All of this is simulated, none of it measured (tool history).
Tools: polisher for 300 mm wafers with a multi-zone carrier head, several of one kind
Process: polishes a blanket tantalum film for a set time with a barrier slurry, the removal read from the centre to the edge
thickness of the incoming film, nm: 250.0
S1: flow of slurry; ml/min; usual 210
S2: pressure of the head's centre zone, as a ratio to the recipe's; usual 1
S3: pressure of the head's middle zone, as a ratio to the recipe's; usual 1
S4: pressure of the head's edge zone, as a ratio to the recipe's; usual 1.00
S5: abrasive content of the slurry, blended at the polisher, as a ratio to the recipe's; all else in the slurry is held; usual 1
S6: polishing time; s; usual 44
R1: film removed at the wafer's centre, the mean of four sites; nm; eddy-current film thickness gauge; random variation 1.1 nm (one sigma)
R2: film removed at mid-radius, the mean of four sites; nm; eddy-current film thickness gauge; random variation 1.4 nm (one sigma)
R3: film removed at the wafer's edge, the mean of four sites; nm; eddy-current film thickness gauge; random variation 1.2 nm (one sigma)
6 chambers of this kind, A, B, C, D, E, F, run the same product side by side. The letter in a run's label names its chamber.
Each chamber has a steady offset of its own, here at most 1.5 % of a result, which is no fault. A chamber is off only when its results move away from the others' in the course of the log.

| run | hour | S1 | S2 | S3 | S4 | S5 | S6 | R1 | R2 | R3 |
|---|---|---|---|---|---|---|---|---|---|---|
| 1E | 4.8 | 210 | 1 | 1 | 1.00 | 1 | 44 | 93.976 | 92.810 | 93.992 |
|  | 7.9 | chamber A: worn pad replaced by a new one |
| 2D | 11.7 | 210 | 1 | 1 | 1.00 | 1 | 44 | 93.711 | 95.164 | 95.131 |
|  | 12.4 | chamber F: centre zone pressure recalibrated |
| 3A | 18.5 | 210 | 1 | 1 | 1.00 | 1 | 44 | 94.900 | 94.208 | 96.193 |
|  | 21.8 | chamber F: slurry nozzle cleaned |
| 4C | 23.6 | 210 | 1 | 1 | 1.00 | 1 | 44 | 93.840 | 95.466 | 92.909 |
|  | 31.1 | chamber E: worn pad replaced by a new one |
| 5B | 31.7 | 210 | 1 | 1 | 1.00 | 1 | 44 | 96.434 | 95.544 | 93.413 |
|  | 36.8 | chamber B: worn pad replaced by a new one |
| 6F | 37.9 | 210 | 1 | 1 | 1.00 | 1 | 44 | 94.073 | 95.612 | 96.466 |
| 7F | 43.8 | 260 | 1 | 1 | 1.00 | 1 | 57 | 125.420 | 124.910 | 126.170 |
|  | 48.8 | chamber E: slurry nozzle cleaned |
| 8A | 50.9 | 260 | 1 | 1 | 1.00 | 1 | 57 | 125.350 | 125.850 | 125.290 |
|  | 57.2 | chamber D: worn pad replaced by a new one |
| 9E | 58.1 | 260 | 1 | 1 | 1.00 | 1 | 57 | 125.530 | 128.870 | 127.890 |
|  | 59.5 | chamber C: slurry nozzle cleaned |
|  | 63.9 | chamber F: worn pad replaced by a new one |
| 10D | 65.3 | 260 | 1 | 1 | 1.00 | 1 | 57 | 125.530 | 121.070 | 125.140 |
|  | 68.2 | chamber A: worn pad replaced by a new one |
|  | 68.2 | chamber A: centre zone pressure recalibrated |
| 11B | 69.7 | 260 | 1 | 1 | 1.00 | 1 | 57 | 125.950 | 125.710 | 126.240 |
| 12C | 79.5 | 260 | 1 | 1 | 1.00 | 1 | 57 | 127.470 | 123.370 | 127.520 |
|  | 82.9 | chamber C: worn pad replaced by a new one |
| 13F | 84.4 | 210 | 1 | 1 | 1.00 | 1 | 44 | 94.567 | 94.054 | 97.142 |
| 14D | 91.1 | 210 | 1 | 1 | 1.00 | 1 | 44 | 93.548 | 94.529 | 94.489 |
| 15A | 96.8 | 210 | 1 | 1 | 1.00 | 1 | 44 | 94.040 | 93.925 | 93.523 |
| 16C | 101.9 | 160 | 1 | 1 | 1.00 | 1 | 44 | 91.403 | 89.426 | 93.064 |
| 17B | 108.7 | 160 | 1 | 1 | 1.00 | 1 | 44 | 89.920 | 88.957 | 92.970 |
|  | 115.6 | chamber B: worn pad replaced by a new one |
| 18E | 118.5 | 160 | 1 | 1 | 1.00 | 1 | 44 | 90.573 | 91.234 | 91.378 |
| 19C | 123.8 | 160 | 1 | 1 | 1.00 | 1 | 44 | 89.605 | 93.460 | 91.545 |
|  | 124.3 | chamber E: worn pad replaced by a new one |
|  | 126.9 | chamber A: worn pad replaced by a new one |
| 20D | 128.4 | 160 | 1 | 1 | 1.00 | 1 | 44 | 90.066 | 89.623 | 91.340 |
| 21E | 133.1 | 160 | 1 | 1 | 1.00 | 1 | 44 | 88.506 | 88.556 | 92.031 |
|  | 133.4 | chamber D: worn pad replaced by a new one |
|  | 135.6 | chamber F: worn pad replaced by a new one |
| 22B | 138.9 | 210 | 1 | 1 | 1.00 | 1 | 44 | 94.085 | 93.259 | 95.247 |
| 23A | 145.7 | 210 | 1 | 1 | 1.00 | 1 | 44 | 95.071 | 95.801 | 95.499 |
| 24F | 154.4 | 210 | 1 | 1 | 1.00 | 1 | 54 | 116.470 | 115.700 | 117.160 |
| 25D | 162.3 | 210 | 1 | 1 | 1.00 | 1 | 54 | 115.910 | 111.810 | 114.680 |
|  | 168.0 | chamber C: worn pad replaced by a new one |
| 26E | 168.4 | 210 | 1 | 1 | 1.00 | 1 | 54 | 115.570 | 115.920 | 116.850 |
| 27C | 173.2 | 210 | 1 | 1 | 1.00 | 1 | 54 | 117.400 | 118.580 | 115.700 |
| 28F | 181.8 | 210 | 1 | 1 | 1.00 | 1 | 54 | 114.980 | 116.490 | 117.820 |
|  | 184.2 | chamber A: worn pad replaced by a new one |
|  | 185.5 | chamber B: worn pad replaced by a new one |
| 29B | 187.2 | 210 | 1 | 1 | 1.00 | 1 | 54 | 116.620 | 114.920 | 114.110 |
| 30A | 194.6 | 210 | 1 | 1 | 1.00 | 1 | 44 | 92.289 | 94.172 | 95.154 |
| 31E | 201.4 | 210 | 1 | 1 | 1.00 | 1 | 44 | 95.364 | 92.909 | 94.345 |
|  | 203.9 | chamber F: worn pad replaced by a new one |
| 32D | 206.8 | 210 | 1 | 1 | 1.00 | 1 | 44 | 93.071 | 95.280 | 94.022 |
| 33C | 211.5 | 210 | 1 | 1 | 1.00 | 1 | 44 | 96.295 | 99.225 | 95.118 |
| 34F | 220.6 | 210 | 1 | 1 | 1.00 | 1 | 44 | 94.009 | 95.402 | 95.414 |
|  | 221.2 | chamber B: slurry nozzle cleaned |
| 35A | 229.7 | 210 | 1 | 1 | 1.00 | 1 | 44 | 93.403 | 94.784 | 96.306 |
|  | 230.9 | chamber E: worn pad replaced by a new one |
|  | 233.3 | chamber D: worn pad replaced by a new one |
|  | 233.6 | chamber A: worn pad replaced by a new one |
| 36B | 234.7 | 210 | 1 | 1 | 1.00 | 1 | 44 | 94.158 | 92.445 | 94.450 |
| 37F | 241.8 | 210 | 1 | 1 | 0.94 | 1 | 37 | 79.977 | 78.276 | 78.779 |
|  | 246.9 | chamber C: edge zone pressure recalibrated |
|  | 249.0 | chamber C: worn pad replaced by a new one |
| 38D | 250.3 | 210 | 1 | 1 | 0.94 | 1 | 37 | 80.942 | 79.214 | 76.069 |
| 39C | 254.9 | 210 | 1 | 1 | 0.94 | 1 | 37 | 80.556 | 82.084 | 77.398 |
| 40B | 260.8 | 210 | 1 | 1 | 0.94 | 1 | 37 | 80.359 | 79.052 | 77.174 |
| 41A | 270.8 | 210 | 1 | 1 | 0.94 | 1 | 37 | 78.660 | 81.382 | 75.183 |
| 42E | 279.1 | 210 | 1 | 1 | 0.94 | 1 | 37 | 78.996 | 78.919 | 77.117 |

Is one chamber off against the others, does the gauge drift, or is nothing wrong? If a chamber is off, say which, and what the likeliest cause is.

No chamber stands off beyond its own small offset, and the gauge holds steady.
